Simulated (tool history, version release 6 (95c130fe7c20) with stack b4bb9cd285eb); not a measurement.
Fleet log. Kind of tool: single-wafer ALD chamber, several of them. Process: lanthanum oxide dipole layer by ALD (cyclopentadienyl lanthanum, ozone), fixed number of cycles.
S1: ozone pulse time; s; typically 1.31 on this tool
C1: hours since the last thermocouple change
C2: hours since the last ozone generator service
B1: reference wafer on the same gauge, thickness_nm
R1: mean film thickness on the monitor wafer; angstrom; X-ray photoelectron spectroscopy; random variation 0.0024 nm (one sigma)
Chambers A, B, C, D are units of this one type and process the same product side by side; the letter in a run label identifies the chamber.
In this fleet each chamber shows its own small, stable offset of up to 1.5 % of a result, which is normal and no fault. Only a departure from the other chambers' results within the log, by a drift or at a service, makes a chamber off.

Run 1A, hour 8: usual settings; C1 25.2; C2 401.8; B1 0.49712. Result: R1 5.2536 angstrom.
Run 2D, hour 17.1: usual settings; C1 1001.1; C2 509.7; B1 0.49667. Result: R1 5.3772 angstrom.
Run 3C, hour 25.9: usual settings; C1 1789.8; C2 601.9; B1 0.49689. Result: R1 5.318 angstrom.
Run 4B, hour 30.8: usual settings; C1 3033.3; C2 793.9; B1 0.49721. Result: R1 5.3607 angstrom.
Run 5A, hour 36.4: usual settings; C1 53.6; C2 430.2; B1 0.49711. Result: R1 5.2745 angstrom.
Run 6D, hour 42.8: usual settings; C1 1026.8; C2 535.4; B1 0.49671. Result: R1 5.3239 angstrom.
Run 7C, hour 50.3: usual settings; C1 1814.2; C2 626.3; B1 0.49673. Result: R1 5.3164 angstrom.
Run 8B, hour 59.5: usual settings; C1 3062; C2 822.6; B1 0.49647. Result: R1 5.388 angstrom.
Run 9B, hour 64.4: usual settings; C1 3066.9; C2 827.5; B1 0.49742. Result: R1 5.3609 angstrom.
Run 10D, hour 71.1: usual settings; C1 1055.1; C2 563.7; B1 0.49685. Result: R1 5.3013 angstrom.
Run 11C, hour 77.2: usual settings; C1 1841.1; C2 653.2; B1 0.49707. Result: R1 5.36 angstrom.
At hour 81: chamber C: ozone generator serviced.
Run 12A, hour 84.2: usual settings; C1 101.4; C2 478; B1 0.49726. Result: R1 5.3029 angstrom.
At hour 87.3: chamber B: thermocouple changed; heater temperature recalibrated.
Run 13C, hour 89.6: usual settings; C1 1853.5; C2 8.6; B1 0.49723. Result: R1 5.2934 angstrom.
Run 14B, hour 98.6: usual settings; C1 11.3; C2 861.7; B1 0.49658. Result: R1 5.3751 angstrom.
Run 15D, hour 103.8: usual settings; C1 1087.8; C2 596.4; B1 0.49689. Result: R1 5.3109 angstrom.
Run 16A, hour 112.9: usual settings but S1 0.86 s; C1 130.1; C2 506.7; B1 0.49684. Result: R1 4.7186 angstrom.
Run 17D, hour 117.6: usual settings but S1 0.86 s; C1 1101.6; C2 610.2; B1 0.49736. Result: R1 4.6146 angstrom.
Run 18C, hour 122.6: usual settings but S1 0.86 s; C1 1886.5; C2 41.6; B1 0.4972. Result: R1 4.7367 angstrom.
Run 19A, hour 129.6: usual settings but S1 0.86 s; C1 146.8; C2 523.4; B1 0.49656. Result: R1 4.7129 angstrom.
Run 20B, hour 137.6: usual settings; C1 50.3; C2 900.7; B1 0.49687. Result: R1 5.3842 angstrom.
Run 21A, hour 144.4: usual settings; C1 161.6; C2 538.2; B1 0.49757. Result: R1 5.3052 angstrom.
Run 22B, hour 153.4: usual settings; C1 66.1; C2 916.5; B1 0.49641. Result: R1 5.3997 angstrom.
Run 23D, hour 162.2: usual settings; C1 1146.2; C2 654.8; B1 0.49682. Result: R1 5.2617 angstrom.
Run 24C, hour 168.9: usual settings; C1 1932.8; C2 87.9; B1 0.49745. Result: R1 5.3333 angstrom.
Run 25A, hour 177.7: usual settings; C1 194.9; C2 571.5; B1 0.49693. Result: R1 5.3204 angstrom.
Run 26B, hour 186.8: usual settings; C1 99.5; C2 949.9; B1 0.49685. Result: R1 5.3424 angstrom.
At hour 188.8: chamber B: ozone generator serviced.
Run 27C, hour 191: usual settings; C1 1954.9; C2 110; B1 0.49722. Result: R1 5.3186 angstrom.
Run 28D, hour 196.4: usual settings; C1 1180.4; C2 689; B1 0.49722. Result: R1 5.1968 angstrom.
Run 29B, hour 200.8: usual settings but S1 0.93 s; C1 113.5; C2 12; B1 0.49691. Result: R1 4.8961 angstrom.
Run 30A, hour 205.9: usual settings but S1 0.93 s; C1 223.1; C2 599.7; B1 0.49761. Result: R1 4.7959 angstrom.
Run 31D, hour 212.6: usual settings but S1 0.93 s; C1 1196.6; C2 705.2; B1 0.49651. Result: R1 4.6185 angstrom.
Run 32C, hour 219.5: usual settings but S1 0.93 s; C1 1983.4; C2 138.5; B1 0.49724. Result: R1 4.8225 angstrom.
Run 33B, hour 227.5: usual settings; C1 140.2; C2 38.7; B1 0.49713. Result: R1 5.4088 angstrom.
Run 34A, hour 232.8: usual settings; C1 250; C2 626.6; B1 0.49726. Result: R1 5.2701 angstrom.
Run 35C, hour 239.8: usual settings; C1 2003.7; C2 158.8; B1 0.49706. Result: R1 5.331 angstrom.
Run 36D, hour 244.4: usual settings; C1 1228.4; C2 737; B1 0.49692. Result: R1 5.1431 angstrom.
Run 37A, hour 251.3: usual settings; C1 268.5; C2 645.1; B1 0.49719. Result: R1 5.2793 angstrom.
Run 38D, hour 258.8: usual settings; C1 1242.8; C2 751.4; B1 0.49751. Result: R1 5.1341 angstrom.
Run 39C, hour 266.9: usual settings; C1 2030.8; C2 185.9; B1 0.49733. Result: R1 5.2897 angstrom.
Run 40B, hour 273.3: usual settings; C1 186; C2 84.5; B1 0.49703. Result: R1 5.3887 angstrom.
Run 41A, hour 279.2: usual settings; C1 296.4; C2 673; B1 0.49737. Result: R1 5.2552 angstrom.
Run 42D, hour 287.9: usual settings; C1 1271.9; C2 780.5; B1 0.49699. Result: R1 5.0696 angstrom.
Run 43C, hour 296.5: usual settings; C1 2060.4; C2 215.5; B1 0.49729. Result: R1 5.3462 angstrom.
Run 44B, hour 301.4: usual settings; C1 214.1; C2 112.6; B1 0.49701. Result: R1 5.3894 angstrom.

All chambers now run identical settings, listed one chamber a line with results as question marks. What results will each chamber show?
Run 45A, hour 308: usual settings but S1 0.98 s. Result: R1 ?.
Run 45B, hour 308: usual settings but S1 0.98 s. Result: R1 ?.
Run 45C, hour 308: usual settings but S1 0.98 s. Result: R1 ?.
Run 45D, hour 308: usual settings but S1 0.98 s. Result: R1 ?.

run      R1
45A  4.9345
45B  4.9951
45C  4.8968
45D   4.617
